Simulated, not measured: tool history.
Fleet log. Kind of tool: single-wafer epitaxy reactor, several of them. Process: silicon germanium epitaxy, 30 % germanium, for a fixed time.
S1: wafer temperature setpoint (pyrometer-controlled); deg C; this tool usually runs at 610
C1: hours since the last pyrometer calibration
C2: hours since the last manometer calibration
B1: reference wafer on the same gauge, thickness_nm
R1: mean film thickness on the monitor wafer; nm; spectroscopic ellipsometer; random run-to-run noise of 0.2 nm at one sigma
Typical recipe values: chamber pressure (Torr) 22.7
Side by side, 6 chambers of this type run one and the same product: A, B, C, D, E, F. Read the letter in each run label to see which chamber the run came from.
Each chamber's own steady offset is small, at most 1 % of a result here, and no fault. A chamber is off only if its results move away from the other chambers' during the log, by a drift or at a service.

{"run": "1F", "hour": 12.0, "S1": 610, "chamber pressure (Torr)": 22.7, "C1": 92.1, "C2": 2275.3, "B1": 66.325, "R1": 73.998}
{"run": "2B", "hour": 21.5, "S1": 610, "chamber pressure (Torr)": 22.7, "C1": 479.6, "C2": 488.9, "B1": 66.274, "R1": 73.716}
{"run": "3C", "hour": 30.3, "S1": 610, "chamber pressure (Torr)": 22.7, "C1": 803.6, "C2": 323.6, "B1": 66.302, "R1": 73.677}
{"run": "4D", "hour": 38.8, "S1": 610, "chamber pressure (Torr)": 22.7, "C1": 583.6, "C2": 420.3, "B1": 66.306, "R1": 74.147}
{"run": "5E", "hour": 46.9, "S1": 610, "chamber pressure (Torr)": 22.7, "C1": 1672.3, "C2": 1199.5, "B1": 66.296, "R1": 75.046}
{"run": "6A", "hour": 55.6, "S1": 610, "chamber pressure (Torr)": 22.7, "C1": 602.9, "C2": 637.8, "B1": 66.288, "R1": 74.313}
{"run": "7F", "hour": 62.1, "S1": 610, "chamber pressure (Torr)": 22.7, "C1": 142.2, "C2": 2325.4, "B1": 66.291, "R1": 74.145}
{"run": "8C", "hour": 69.9, "S1": 610, "chamber pressure (Torr)": 22.7, "C1": 843.2, "C2": 363.2, "B1": 66.336, "R1": 73.54}
{"run": "9E", "hour": 81.7, "S1": 598, "chamber pressure (Torr)": 26.8, "C1": 1707.1, "C2": 1234.3, "B1": 66.284, "R1": 64.579}
{"run": "10A", "hour": 88.3, "S1": 598, "chamber pressure (Torr)": 26.8, "C1": 635.6, "C2": 670.5, "B1": 66.335, "R1": 64.487}
{"run": "11D", "hour": 96.7, "S1": 598, "chamber pressure (Torr)": 26.8, "C1": 641.5, "C2": 478.2, "B1": 66.284, "R1": 63.551}
{"run": "12B", "hour": 103.5, "S1": 598, "chamber pressure (Torr)": 26.8, "C1": 561.6, "C2": 570.9, "B1": 66.29, "R1": 63.433}
{"run": "13B", "hour": 111.9, "S1": 598, "chamber pressure (Torr)": 26.8, "C1": 570.0, "C2": 579.3, "B1": 66.299, "R1": 63.4}
{"run": "14A", "hour": 120.4, "S1": 598, "chamber pressure (Torr)": 26.8, "C1": 667.7, "C2": 702.6, "B1": 66.31, "R1": 64.417}
{"run": "15D", "hour": 132.3, "S1": 610, "chamber pressure (Torr)": 22.7, "C1": 677.1, "C2": 513.8, "B1": 66.301, "R1": 74.125}
{"run": "16F", "hour": 144.2, "S1": 610, "chamber pressure (Torr)": 22.7, "C1": 224.3, "C2": 2407.5, "B1": 66.287, "R1": 74.165}
{"run": "17C", "hour": 157.0, "S1": 616, "chamber pressure (Torr)": 27.7, "C1": 930.3, "C2": 450.3, "B1": 66.299, "R1": 88.521}
{"run": "18E", "hour": 164.1, "S1": 616, "chamber pressure (Torr)": 27.7, "C1": 1789.5, "C2": 1316.7, "B1": 66.263, "R1": 89.575}
{"run": "19F", "hour": 174.6, "S1": 616, "chamber pressure (Torr)": 27.7, "C1": 254.7, "C2": 2437.9, "B1": 66.36, "R1": 89.262}
{"run": "20C", "hour": 183.9, "S1": 616, "chamber pressure (Torr)": 27.7, "C1": 957.2, "C2": 477.2, "B1": 66.269, "R1": 88.853}
{"run": "21D", "hour": 193.8, "S1": 616, "chamber pressure (Torr)": 27.7, "C1": 738.6, "C2": 575.3, "B1": 66.27, "R1": 88.985}
{"run": "22E", "hour": 201.8, "S1": 616, "chamber pressure (Torr)": 27.7, "C1": 1827.2, "C2": 1354.4, "B1": 66.321, "R1": 89.964}
{"hour": 205.7, "done": "chamber E: pyrometer calibrated"}
{"run": "23B", "hour": 214.5, "S1": 610, "chamber pressure (Torr)": 22.7, "C1": 672.6, "C2": 681.9, "B1": 66.294, "R1": 73.178}
{"run": "24A", "hour": 226.8, "S1": 610, "chamber pressure (Torr)": 22.7, "C1": 774.1, "C2": 809.0, "B1": 66.291, "R1": 74.482}
{"run": "25B", "hour": 235.3, "S1": 603, "chamber pressure (Torr)": 20.2, "C1": 693.4, "C2": 702.7, "B1": 66.295, "R1": 61.4}
{"run": "26A", "hour": 245.2, "S1": 603, "chamber pressure (Torr)": 20.2, "C1": 792.5, "C2": 827.4, "B1": 66.322, "R1": 62.979}
{"run": "27D", "hour": 255.8, "S1": 603, "chamber pressure (Torr)": 20.2, "C1": 800.6, "C2": 637.3, "B1": 66.31, "R1": 61.937}
{"run": "28C", "hour": 265.8, "S1": 603, "chamber pressure (Torr)": 20.2, "C1": 1039.1, "C2": 559.1, "B1": 66.303, "R1": 62.276}
{"run": "29F", "hour": 273.3, "S1": 603, "chamber pressure (Torr)": 20.2, "C1": 353.4, "C2": 2536.6, "B1": 66.293, "R1": 62.606}
{"run": "30E", "hour": 279.6, "S1": 603, "chamber pressure (Torr)": 20.2, "C1": 74.0, "C2": 1432.2, "B1": 66.322, "R1": 62.934}
{"run": "31E", "hour": 290.2, "S1": 604, "chamber pressure (Torr)": 22.7, "C1": 84.6, "C2": 1442.8, "B1": 66.319, "R1": 67.412}
{"run": "32D", "hour": 300.1, "S1": 604, "chamber pressure (Torr)": 22.7, "C1": 844.9, "C2": 681.6, "B1": 66.278, "R1": 66.309}
{"run": "33F", "hour": 310.4, "S1": 604, "chamber pressure (Torr)": 22.7, "C1": 390.5, "C2": 2573.7, "B1": 66.271, "R1": 66.496}
{"run": "34B", "hour": 320.7, "S1": 604, "chamber pressure (Torr)": 22.7, "C1": 778.8, "C2": 788.1, "B1": 66.287, "R1": 64.919}
{"run": "35A", "hour": 332.2, "S1": 604, "chamber pressure (Torr)": 22.7, "C1": 879.5, "C2": 914.4, "B1": 66.29, "R1": 66.93}
{"run": "36C", "hour": 340.1, "S1": 604, "chamber pressure (Torr)": 22.7, "C1": 1113.4, "C2": 633.4, "B1": 66.265, "R1": 66.573}
{"run": "37F", "hour": 352.7, "S1": 610, "chamber pressure (Torr)": 22.7, "C1": 432.8, "C2": 2616.0, "B1": 66.335, "R1": 74.022}
{"run": "38B", "hour": 360.3, "S1": 610, "chamber pressure (Torr)": 22.7, "C1": 818.4, "C2": 827.7, "B1": 66.338, "R1": 72.089}
{"run": "39C", "hour": 368.3, "S1": 610, "chamber pressure (Torr)": 22.7, "C1": 1141.6, "C2": 661.6, "B1": 66.29, "R1": 73.817}
{"run": "40D", "hour": 374.9, "S1": 610, "chamber pressure (Torr)": 22.7, "C1": 919.7, "C2": 756.4, "B1": 66.311, "R1": 74.062}

Each of the 6 chambers runs these same settings next. Fill in every chamber's results:
{"run": "41A", "hour": 384.2, "S1": 610, "chamber pressure (Torr)": 22.7, "R1": "?"}
{"run": "41B", "hour": 384.2, "S1": 610, "chamber pressure (Torr)": 22.7, "R1": "?"}
{"run": "41C", "hour": 384.2, "S1": 610, "chamber pressure (Torr)": 22.7, "R1": "?"}
{"run": "41D", "hour": 384.2, "S1": 610, "chamber pressure (Torr)": 22.7, "R1": "?"}
{"run": "41E", "hour": 384.2, "S1": 610, "chamber pressure (Torr)": 22.7, "R1": "?"}
{"run": "41F", "hour": 384.2, "S1": 610, "chamber pressure (Torr)": 22.7, "R1": "?"}

run=41A R1=74.235
run=41B R1=71.547
run=41C R1=73.938
run=41D R1=73.824
run=41E R1=74.778
run=41F R1=74.702

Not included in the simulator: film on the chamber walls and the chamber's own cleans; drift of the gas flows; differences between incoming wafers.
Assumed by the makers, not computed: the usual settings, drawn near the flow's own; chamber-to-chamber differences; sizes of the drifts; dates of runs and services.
